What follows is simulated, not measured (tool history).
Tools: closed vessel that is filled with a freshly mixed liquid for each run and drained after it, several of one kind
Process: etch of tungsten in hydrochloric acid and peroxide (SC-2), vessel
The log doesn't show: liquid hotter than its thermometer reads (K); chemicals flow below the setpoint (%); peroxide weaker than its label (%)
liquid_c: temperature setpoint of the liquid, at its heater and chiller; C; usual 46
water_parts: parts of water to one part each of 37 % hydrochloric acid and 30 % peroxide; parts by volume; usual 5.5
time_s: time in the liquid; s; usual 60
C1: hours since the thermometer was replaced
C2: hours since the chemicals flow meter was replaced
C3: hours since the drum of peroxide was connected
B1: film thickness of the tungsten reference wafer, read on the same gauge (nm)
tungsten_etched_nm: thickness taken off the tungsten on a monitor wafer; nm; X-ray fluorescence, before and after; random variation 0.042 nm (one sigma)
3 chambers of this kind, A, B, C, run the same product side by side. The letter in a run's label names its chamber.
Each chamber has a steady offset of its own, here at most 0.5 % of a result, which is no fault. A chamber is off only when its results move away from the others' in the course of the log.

{"run": "1A", "day": 0.158, "liquid_c": 46, "water_parts": 5.5, "time_s": 60, "C1": 846.3, "C2": 81.1, "C3": 380.1, "B1": 49.99, "tungsten_etched_nm": 11.118}
{"run": "2C", "day": 0.254, "liquid_c": 46, "water_parts": 5.5, "time_s": 60, "C1": 914.6, "C2": 713.5, "C3": 454.0, "B1": 50.001, "tungsten_etched_nm": 11.073}
{"run": "3B", "day": 0.421, "liquid_c": 46, "water_parts": 5.5, "time_s": 60, "C1": 610.5, "C2": 89.3, "C3": 311.7, "B1": 49.992, "tungsten_etched_nm": 11.007}
{"run": "4A", "day": 0.529, "liquid_c": 46, "water_parts": 5.5, "time_s": 60, "C1": 855.2, "C2": 90.0, "C3": 389.0, "B1": 50.007, "tungsten_etched_nm": 11.11}
{"run": "5B", "day": 0.688, "liquid_c": 46, "water_parts": 4.0, "time_s": 60, "C1": 616.9, "C2": 95.7, "C3": 318.1, "B1": 50.006, "tungsten_etched_nm": 13.808}
{"run": "6C", "day": 0.858, "liquid_c": 46, "water_parts": 4.0, "time_s": 60, "C1": 929.1, "C2": 728.0, "C3": 468.5, "B1": 49.998, "tungsten_etched_nm": 13.823}
{"run": "7C", "day": 1.067, "liquid_c": 46, "water_parts": 4.0, "time_s": 60, "C1": 934.1, "C2": 733.0, "C3": 473.5, "B1": 49.99, "tungsten_etched_nm": 13.804}
{"run": "8B", "day": 1.246, "liquid_c": 52, "water_parts": 5.5, "time_s": 60, "C1": 630.3, "C2": 109.1, "C3": 331.5, "B1": 49.972, "tungsten_etched_nm": 16.628}
{"run": "9A", "day": 1.454, "liquid_c": 52, "water_parts": 5.5, "time_s": 60, "C1": 877.4, "C2": 112.2, "C3": 411.2, "B1": 49.988, "tungsten_etched_nm": 16.39}
{"run": "10C", "day": 1.617, "liquid_c": 52, "water_parts": 5.5, "time_s": 60, "C1": 947.3, "C2": 746.2, "C3": 486.7, "B1": 50.01, "tungsten_etched_nm": 16.508}
{"run": "11A", "day": 1.754, "liquid_c": 46, "water_parts": 5.5, "time_s": 60, "C1": 884.6, "C2": 119.4, "C3": 418.4, "B1": 49.988, "tungsten_etched_nm": 11.004}
{"run": "12B", "day": 1.958, "liquid_c": 46, "water_parts": 5.5, "time_s": 60, "C1": 647.4, "C2": 126.2, "C3": 348.6, "B1": 50.014, "tungsten_etched_nm": 11.018}
{"day": 2.042, "done": "chamber A: new drum of peroxide connected"}
{"run": "13B", "day": 2.112, "liquid_c": 46, "water_parts": 5.5, "time_s": 60, "C1": 651.1, "C2": 129.9, "C3": 352.3, "B1": 50.031, "tungsten_etched_nm": 11.047}
{"run": "14A", "day": 2.254, "liquid_c": 46, "water_parts": 5.5, "time_s": 60, "C1": 896.6, "C2": 131.4, "C3": 5.2, "B1": 49.997, "tungsten_etched_nm": 10.959}
{"run": "15C", "day": 2.438, "liquid_c": 55, "water_parts": 7.5, "time_s": 60, "C1": 967.0, "C2": 765.9, "C3": 506.4, "B1": 49.973, "tungsten_etched_nm": 15.89}
{"run": "16A", "day": 2.538, "liquid_c": 55, "water_parts": 7.5, "time_s": 60, "C1": 903.4, "C2": 138.2, "C3": 12.0, "B1": 50.039, "tungsten_etched_nm": 15.658}
{"run": "17B", "day": 2.688, "liquid_c": 55, "water_parts": 7.5, "time_s": 60, "C1": 664.9, "C2": 143.7, "C3": 366.1, "B1": 50.011, "tungsten_etched_nm": 16.055}
{"run": "18C", "day": 2.838, "liquid_c": 46, "water_parts": 5.5, "time_s": 60, "C1": 976.6, "C2": 775.5, "C3": 516.0, "B1": 50.015, "tungsten_etched_nm": 11.003}
{"run": "19A", "day": 2.962, "liquid_c": 46, "water_parts": 5.5, "time_s": 60, "C1": 913.6, "C2": 148.4, "C3": 22.2, "B1": 49.972, "tungsten_etched_nm": 10.972}
{"run": "20B", "day": 3.162, "liquid_c": 46, "water_parts": 5.5, "time_s": 60, "C1": 676.3, "C2": 155.1, "C3": 377.5, "B1": 49.988, "tungsten_etched_nm": 11.043}
{"run": "21C", "day": 3.333, "liquid_c": 46, "water_parts": 5.5, "time_s": 60, "C1": 988.5, "C2": 787.4, "C3": 527.9, "B1": 50.009, "tungsten_etched_nm": 11.035}
{"run": "22B", "day": 3.479, "liquid_c": 46, "water_parts": 5.5, "time_s": 60, "C1": 683.9, "C2": 162.7, "C3": 385.1, "B1": 50.002, "tungsten_etched_nm": 11.032}
{"run": "23C", "day": 3.667, "liquid_c": 46, "water_parts": 5.5, "time_s": 60, "C1": 996.5, "C2": 795.4, "C3": 535.9, "B1": 50.008, "tungsten_etched_nm": 10.948}
{"run": "24A", "day": 3.792, "liquid_c": 46, "water_parts": 5.5, "time_s": 60, "C1": 933.5, "C2": 168.3, "C3": 42.1, "B1": 50.004, "tungsten_etched_nm": 11.053}
{"run": "25C", "day": 3.912, "liquid_c": 46, "water_parts": 5.5, "time_s": 60, "C1": 1002.4, "C2": 801.3, "C3": 541.8, "B1": 49.998, "tungsten_etched_nm": 11.009}
{"run": "26A", "day": 4.008, "liquid_c": 46, "water_parts": 5.5, "time_s": 60, "C1": 938.7, "C2": 173.5, "C3": 47.3, "B1": 49.995, "tungsten_etched_nm": 11.028}
{"run": "27B", "day": 4.183, "liquid_c": 46, "water_parts": 5.5, "time_s": 60, "C1": 700.8, "C2": 179.6, "C3": 402.0, "B1": 49.991, "tungsten_etched_nm": 11.054}
{"run": "28B", "day": 4.392, "liquid_c": 40, "water_parts": 7.5, "time_s": 60, "C1": 705.8, "C2": 184.6, "C3": 407.0, "B1": 50.008, "tungsten_etched_nm": 5.679}
{"run": "29A", "day": 4.583, "liquid_c": 40, "water_parts": 7.5, "time_s": 60, "C1": 952.5, "C2": 187.3, "C3": 61.1, "B1": 49.991, "tungsten_etched_nm": 5.7677}
{"run": "30C", "day": 4.688, "liquid_c": 40, "water_parts": 7.5, "time_s": 60, "C1": 1021.0, "C2": 819.9, "C3": 560.4, "B1": 49.984, "tungsten_etched_nm": 5.6964}
{"run": "31B", "day": 4.833, "liquid_c": 46, "water_parts": 5.5, "time_s": 60, "C1": 716.4, "C2": 195.2, "C3": 417.6, "B1": 49.993, "tungsten_etched_nm": 11.024}
{"run": "32C", "day": 4.971, "liquid_c": 46, "water_parts": 5.5, "time_s": 60, "C1": 1027.8, "C2": 826.7, "C3": 567.2, "B1": 50.013, "tungsten_etched_nm": 11.039}
{"run": "33A", "day": 5.088, "liquid_c": 46, "water_parts": 5.5, "time_s": 60, "C1": 964.6, "C2": 199.4, "C3": 73.2, "B1": 50.017, "tungsten_etched_nm": 11.04}
{"run": "34C", "day": 5.233, "liquid_c": 46, "water_parts": 5.5, "time_s": 60, "C1": 1034.1, "C2": 833.0, "C3": 573.5, "B1": 50.019, "tungsten_etched_nm": 11.028}

Next, every chamber runs the same settings. What will each give?
{"run": "35A", "day": 5.388, "liquid_c": 46, "water_parts": 5.5, "time_s": 60, "tungsten_etched_nm": "?"}
{"run": "35B", "day": 5.388, "liquid_c": 46, "water_parts": 5.5, "time_s": 60, "tungsten_etched_nm": "?"}
{"run": "35C", "day": 5.388, "liquid_c": 46, "water_parts": 5.5, "time_s": 60, "tungsten_etched_nm": "?"}

run=35A tungsten_etched_nm=11.1010
run=35B tungsten_etched_nm=11.0340
run=35C tungsten_etched_nm=11.0740

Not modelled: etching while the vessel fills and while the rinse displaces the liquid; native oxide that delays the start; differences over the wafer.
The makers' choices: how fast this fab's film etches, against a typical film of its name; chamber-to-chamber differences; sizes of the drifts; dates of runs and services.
